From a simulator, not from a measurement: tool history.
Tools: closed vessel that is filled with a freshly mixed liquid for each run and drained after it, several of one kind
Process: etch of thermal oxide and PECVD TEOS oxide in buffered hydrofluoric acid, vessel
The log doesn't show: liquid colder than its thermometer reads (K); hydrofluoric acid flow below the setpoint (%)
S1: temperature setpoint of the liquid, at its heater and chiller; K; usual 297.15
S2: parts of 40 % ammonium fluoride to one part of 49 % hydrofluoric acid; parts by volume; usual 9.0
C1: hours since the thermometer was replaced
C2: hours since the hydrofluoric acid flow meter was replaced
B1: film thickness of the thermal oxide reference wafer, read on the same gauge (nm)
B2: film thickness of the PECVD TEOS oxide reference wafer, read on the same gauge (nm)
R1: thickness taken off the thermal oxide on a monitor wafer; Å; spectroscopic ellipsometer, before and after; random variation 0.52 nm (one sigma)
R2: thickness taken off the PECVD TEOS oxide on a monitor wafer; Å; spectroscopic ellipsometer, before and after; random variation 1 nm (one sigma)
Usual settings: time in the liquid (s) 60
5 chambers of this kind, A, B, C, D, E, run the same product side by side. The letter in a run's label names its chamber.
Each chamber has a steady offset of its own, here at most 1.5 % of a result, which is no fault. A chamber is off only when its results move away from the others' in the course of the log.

{"run": "1B", "hour": 12.1, "S1": 297.15, "S2": 9.0, "time in the liquid (s)": 60, "C1": 709.8, "C2": 178.0, "B1": 89.99, "B2": 49.969, "R1": 749.36, "R2": 1471.1}
{"run": "2D", "hour": 20.0, "S1": 297.15, "S2": 9.0, "time in the liquid (s)": 60, "C1": 42.9, "C2": 853.7, "B1": 90.026, "B2": 50.009, "R1": 758.96, "R2": 1457.2}
{"run": "3A", "hour": 28.9, "S1": 297.15, "S2": 9.0, "time in the liquid (s)": 60, "C1": 1981.1, "C2": 652.4, "B1": 89.966, "B2": 50.048, "R1": 751.13, "R2": 1454.8}
{"run": "4C", "hour": 39.3, "S1": 297.15, "S2": 9.0, "time in the liquid (s)": 60, "C1": 803.5, "C2": 310.9, "B1": 90.064, "B2": 50.0, "R1": 757.57, "R2": 1470.3}
{"run": "5E", "hour": 46.4, "S1": 297.15, "S2": 9.0, "time in the liquid (s)": 60, "C1": 91.9, "C2": 226.4, "B1": 90.017, "B2": 49.981, "R1": 742.2, "R2": 1465.1}
{"run": "6C", "hour": 60.1, "S1": 297.15, "S2": 9.0, "time in the liquid (s)": 60, "C1": 824.3, "C2": 331.7, "B1": 89.992, "B2": 49.942, "R1": 749.18, "R2": 1457.4}
{"run": "7A", "hour": 74.7, "S1": 297.15, "S2": 9.0, "time in the liquid (s)": 60, "C1": 2026.9, "C2": 698.2, "B1": 90.053, "B2": 49.974, "R1": 744.15, "R2": 1479.5}
{"run": "8D", "hour": 88.1, "S1": 297.15, "S2": 6.5, "time in the liquid (s)": 60, "C1": 111.0, "C2": 921.8, "B1": 89.999, "B2": 49.969, "R1": 1069.3, "R2": 2069.7}
{"run": "9B", "hour": 102.5, "S1": 297.15, "S2": 6.5, "time in the liquid (s)": 60, "C1": 800.2, "C2": 268.4, "B1": 90.005, "B2": 50.014, "R1": 1050.9, "R2": 2029.5}
{"run": "10E", "hour": 114.1, "S1": 297.15, "S2": 6.5, "time in the liquid (s)": 60, "C1": 159.6, "C2": 294.1, "B1": 90.0, "B2": 49.996, "R1": 1036.0, "R2": 2061.0}
{"run": "11C", "hour": 121.8, "S1": 297.15, "S2": 6.5, "time in the liquid (s)": 60, "C1": 886.0, "C2": 393.4, "B1": 90.001, "B2": 49.991, "R1": 1038.4, "R2": 2033.6}
{"run": "12A", "hour": 133.0, "S1": 297.15, "S2": 6.5, "time in the liquid (s)": 60, "C1": 2085.2, "C2": 756.5, "B1": 90.009, "B2": 49.966, "R1": 1045.5, "R2": 2064.3}
{"run": "13D", "hour": 147.0, "S1": 297.15, "S2": 9.0, "time in the liquid (s)": 60, "C1": 169.9, "C2": 980.7, "B1": 89.976, "B2": 49.987, "R1": 751.05, "R2": 1460.9}
{"run": "14E", "hour": 156.3, "S1": 297.15, "S2": 9.0, "time in the liquid (s)": 60, "C1": 201.8, "C2": 336.3, "B1": 89.963, "B2": 50.01, "R1": 751.12, "R2": 1488.1}
{"hour": 157.3, "done": "chamber A: hydrofluoric acid flow meter replaced"}
{"run": "15B", "hour": 171.2, "S1": 297.15, "S2": 9.0, "time in the liquid (s)": 60, "C1": 868.9, "C2": 337.1, "B1": 89.944, "B2": 50.028, "R1": 759.66, "R2": 1459.4}
{"run": "16E", "hour": 178.4, "S1": 297.15, "S2": 9.0, "time in the liquid (s)": 60, "C1": 223.9, "C2": 358.4, "B1": 89.986, "B2": 50.022, "R1": 742.51, "R2": 1478.6}
{"run": "17A", "hour": 185.6, "S1": 297.15, "S2": 9.0, "time in the liquid (s)": 60, "C1": 2137.8, "C2": 28.3, "B1": 90.048, "B2": 49.988, "R1": 747.33, "R2": 1488.2}
{"run": "18D", "hour": 197.0, "S1": 297.15, "S2": 9.0, "time in the liquid (s)": 60, "C1": 219.9, "C2": 1030.7, "B1": 89.997, "B2": 49.971, "R1": 750.36, "R2": 1461.6}
{"run": "19C", "hour": 208.8, "S1": 297.15, "S2": 9.0, "time in the liquid (s)": 60, "C1": 973.0, "C2": 480.4, "B1": 90.039, "B2": 50.03, "R1": 745.6, "R2": 1456.6}
{"run": "20B", "hour": 217.4, "S1": 297.15, "S2": 9.0, "time in the liquid (s)": 60, "C1": 915.1, "C2": 383.3, "B1": 89.986, "B2": 49.991, "R1": 763.71, "R2": 1457.0}
{"run": "21C", "hour": 231.8, "S1": 297.15, "S2": 9.0, "time in the liquid (s)": 60, "C1": 996.0, "C2": 503.4, "B1": 89.975, "B2": 50.043, "R1": 749.03, "R2": 1468.1}
{"hour": 238.5, "done": "chamber A: thermometer replaced"}
{"run": "22E", "hour": 245.7, "S1": 297.15, "S2": 9.0, "time in the liquid (s)": 60, "C1": 291.2, "C2": 425.7, "B1": 90.033, "B2": 49.964, "R1": 740.76, "R2": 1450.1}
{"run": "23B", "hour": 252.8, "S1": 297.15, "S2": 9.0, "time in the liquid (s)": 60, "C1": 950.5, "C2": 418.7, "B1": 90.017, "B2": 50.024, "R1": 754.05, "R2": 1478.9}
{"run": "24D", "hour": 266.2, "S1": 299.15, "S2": 6.5, "time in the liquid (s)": 60, "C1": 289.1, "C2": 1099.9, "B1": 90.023, "B2": 49.953, "R1": 1181.6, "R2": 2289.8}
{"run": "25A", "hour": 274.3, "S1": 299.15, "S2": 6.5, "time in the liquid (s)": 60, "C1": 35.8, "C2": 117.0, "B1": 89.997, "B2": 49.973, "R1": 1164.4, "R2": 2297.6}
{"run": "26E", "hour": 284.1, "S1": 299.15, "S2": 6.5, "time in the liquid (s)": 60, "C1": 329.6, "C2": 464.1, "B1": 90.029, "B2": 49.999, "R1": 1139.0, "R2": 2283.0}
{"run": "27A", "hour": 292.8, "S1": 299.15, "S2": 6.5, "time in the liquid (s)": 60, "C1": 54.3, "C2": 135.5, "B1": 90.034, "B2": 50.037, "R1": 1150.9, "R2": 2299.2}
{"run": "28C", "hour": 300.8, "S1": 299.15, "S2": 6.5, "time in the liquid (s)": 60, "C1": 1065.0, "C2": 572.4, "B1": 89.988, "B2": 49.99, "R1": 1183.6, "R2": 2271.9}
{"run": "29B", "hour": 314.0, "S1": 297.15, "S2": 9.0, "time in the liquid (s)": 60, "C1": 1011.7, "C2": 479.9, "B1": 89.939, "B2": 50.029, "R1": 747.8, "R2": 1464.0}
{"run": "30D", "hour": 326.4, "S1": 297.15, "S2": 9.0, "time in the liquid (s)": 60, "C1": 349.3, "C2": 1160.1, "B1": 89.941, "B2": 50.01, "R1": 752.49, "R2": 1460.8}
{"run": "31D", "hour": 334.2, "S1": 297.15, "S2": 9.0, "time in the liquid (s)": 60, "C1": 357.1, "C2": 1167.9, "B1": 89.979, "B2": 49.983, "R1": 762.0, "R2": 1449.7}
{"run": "32B", "hour": 344.3, "S1": 297.15, "S2": 9.0, "time in the liquid (s)": 60, "C1": 1042.0, "C2": 510.2, "B1": 90.008, "B2": 49.94, "R1": 758.19, "R2": 1486.4}
{"run": "33A", "hour": 353.8, "S1": 297.15, "S2": 9.0, "time in the liquid (s)": 60, "C1": 115.3, "C2": 196.5, "B1": 90.008, "B2": 50.015, "R1": 757.22, "R2": 1458.8}
{"run": "34E", "hour": 364.4, "S1": 297.15, "S2": 9.0, "time in the liquid (s)": 60, "C1": 409.9, "C2": 544.4, "B1": 90.007, "B2": 50.014, "R1": 750.13, "R2": 1497.4}

Next, every chamber runs the same settings. What will each give?
{"run": "35A", "hour": 375.0, "S1": 297.15, "S2": 9.0, "time in the liquid (s)": 45, "R1": "?", "R2": "?"}
{"run": "35B", "hour": 375.0, "S1": 297.15, "S2": 9.0, "time in the liquid (s)": 45, "R1": "?", "R2": "?"}
{"run": "35C", "hour": 375.0, "S1": 297.15, "S2": 9.0, "time in the liquid (s)": 45, "R1": "?", "R2": "?"}
{"run": "35D", "hour": 375.0, "S1": 297.15, "S2": 9.0, "time in the liquid (s)": 45, "R1": "?", "R2": "?"}
{"run": "35E", "hour": 375.0, "S1": 297.15, "S2": 9.0, "time in the liquid (s)": 45, "R1": "?", "R2": "?"}

run=35A R1=565.47 R2=1112.8
run=35B R1=563.23 R2=1099.2
run=35C R1=566.34 R2=1091.1
run=35D R1=569.56 R2=1108.5
run=35E R1=551.23 R2=1109.7
